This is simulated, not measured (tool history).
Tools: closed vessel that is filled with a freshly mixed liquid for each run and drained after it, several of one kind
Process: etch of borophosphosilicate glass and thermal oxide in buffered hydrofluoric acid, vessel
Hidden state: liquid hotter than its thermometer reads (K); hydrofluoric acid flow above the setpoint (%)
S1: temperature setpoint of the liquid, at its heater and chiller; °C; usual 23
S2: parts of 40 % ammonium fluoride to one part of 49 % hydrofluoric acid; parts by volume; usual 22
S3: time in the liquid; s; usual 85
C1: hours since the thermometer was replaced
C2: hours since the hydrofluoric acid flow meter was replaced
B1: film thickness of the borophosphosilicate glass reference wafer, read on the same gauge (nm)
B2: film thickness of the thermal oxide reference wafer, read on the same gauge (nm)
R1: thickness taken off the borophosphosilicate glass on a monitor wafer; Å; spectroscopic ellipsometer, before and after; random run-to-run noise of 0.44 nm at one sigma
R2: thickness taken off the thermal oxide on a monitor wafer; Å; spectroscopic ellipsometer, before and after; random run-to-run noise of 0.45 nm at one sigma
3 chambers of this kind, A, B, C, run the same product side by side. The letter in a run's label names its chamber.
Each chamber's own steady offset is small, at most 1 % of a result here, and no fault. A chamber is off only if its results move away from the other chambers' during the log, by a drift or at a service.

run 1B hour=3.4 | S1=23 S2=22 S3=85 | C1=705.0 C2=252.3 | B1=30.024 B2=139.99 | R1=495.38 R2=439.02
run 2A hour=6.6 | S1=23 S2=22 S3=85 | C1=15.5 C2=294.6 | B1=29.951 B2=139.98 | R1=503.06 R2=438.02
run 3C hour=9.3 | S1=23 S2=22 S3=85 | C1=382.5 C2=31.9 | B1=29.985 B2=140.00 | R1=509.71 R2=451.84
run 4A hour=12.8 | S1=23 S2=22 S3=85 | C1=21.7 C2=300.8 | B1=29.991 B2=140.00 | R1=507.93 R2=445.55
run 5C hour=16.9 | S1=23 S2=22 S3=85 | C1=390.1 C2=39.5 | B1=30.024 B2=139.99 | R1=504.29 R2=455.07
run 6B hour=22.3 | S1=23 S2=22 S3=85 | C1=723.9 C2=271.2 | B1=29.996 B2=140.01 | R1=513.19 R2=444.35
run 7A hour=26.0 | S1=23 S2=22 S3=85 | C1=34.9 C2=314.0 | B1=29.978 B2=139.98 | R1=504.92 R2=447.35
run 8B hour=30.7 | S1=23 S2=22 S3=85 | C1=732.3 C2=279.6 | B1=29.964 B2=139.99 | R1=502.89 R2=444.43
run 9C hour=36.3 | S1=23 S2=22 S3=85 | C1=409.5 C2=58.9 | B1=29.976 B2=140.01 | R1=510.17 R2=456.99
run 10C hour=42.0 | S1=23 S2=22 S3=85 | C1=415.2 C2=64.6 | B1=30.008 B2=140.01 | R1=518.06 R2=453.08
run 11A hour=47.7 | S1=23 S2=22 S3=85 | C1=56.6 C2=335.7 | B1=29.995 B2=140.01 | R1=505.19 R2=449.67
run 12B hour=52.0 | S1=23 S2=22 S3=85 | C1=753.6 C2=300.9 | B1=30.007 B2=139.99 | R1=512.30 R2=445.57
run 13C hour=55.0 | S1=23 S2=22 S3=85 | C1=428.2 C2=77.6 | B1=29.983 B2=139.99 | R1=520.91 R2=459.79
run 14B hour=57.8 | S1=23 S2=22 S3=85 | C1=759.4 C2=306.7 | B1=30.026 B2=140.01 | R1=508.36 R2=448.75
run 15A hour=62.9 | S1=23 S2=22 S3=85 | C1=71.8 C2=350.9 | B1=29.999 B2=140.00 | R1=508.08 R2=439.60
run 16C hour=68.5 | S1=23 S2=22 S3=85 | C1=441.7 C2=91.1 | B1=29.982 B2=139.99 | R1=536.79 R2=467.52
run 17A hour=71.5 | S1=23 S2=22 S3=85 | C1=80.4 C2=359.5 | B1=30.045 B2=140.01 | R1=499.71 R2=445.95
run 18B hour=75.7 | S1=23 S2=15 S3=85 | C1=777.3 C2=324.6 | B1=30.002 B2=139.99 | R1=716.63 R2=629.02
run 19C hour=81.2 | S1=23 S2=15 S3=85 | C1=454.4 C2=103.8 | B1=30.050 B2=140.00 | R1=775.94 R2=680.99
run 20A hour=85.6 | S1=23 S2=15 S3=85 | C1=94.5 C2=373.6 | B1=29.975 B2=140.02 | R1=720.41 R2=632.95
run 21B hour=91.1 | S1=23 S2=22 S3=85 | C1=792.7 C2=340.0 | B1=30.044 B2=139.99 | R1=504.04 R2=457.63

Decide between three cases: one chamber stands off from its peers, the gauge reading all wafers drifts, or nothing is wrong past each chamber's small offset. Where a chamber is off, say which and what most likely put it there.

One chamber, C, drifts off from the rest bit by bit.
Most likely cause: liquid hotter than its thermometer reads (K) = 1.61.
Not necessarily distinguishable in this log from: hydrofluoric acid flow above the setpoint (%).

Here are 4 candidates for chamber C's next run, each the usual settings with a change, their results left as question marks. Which one brings its results back in line with what the others give on the usual settings?
In-line tolerance around the mean of the other chambers on the usual settings: R1 15.00 Å; R2 16.00 Å
run 22C-1 hour=95.5 | S1=22.5 S2=22.0 S3=80 | R1=? R2=?
run 22C-2 hour=95.5 | S1=23.5 S2=22.0 S3=90 | R1=? R2=?
run 22C-3 hour=95.5 | S1=24.0 S2=22.0 S3=95 | R1=? R2=?
run 22C-4 hour=95.5 | S1=21.0 S2=21.5 S3=80 | R1=? R2=?

On the usual settings, the other chambers give on average: R1 506.55 Å; R2 446.76 Å
run=22C-1 R1=507.02 R2=446.00
run=22C-2 R1=601.44 R2=529.33
run=22C-3 R1=652.18 R2=574.12
run=22C-4 R1=475.30 R2=417.75
22C-1 brings the chamber back in line.
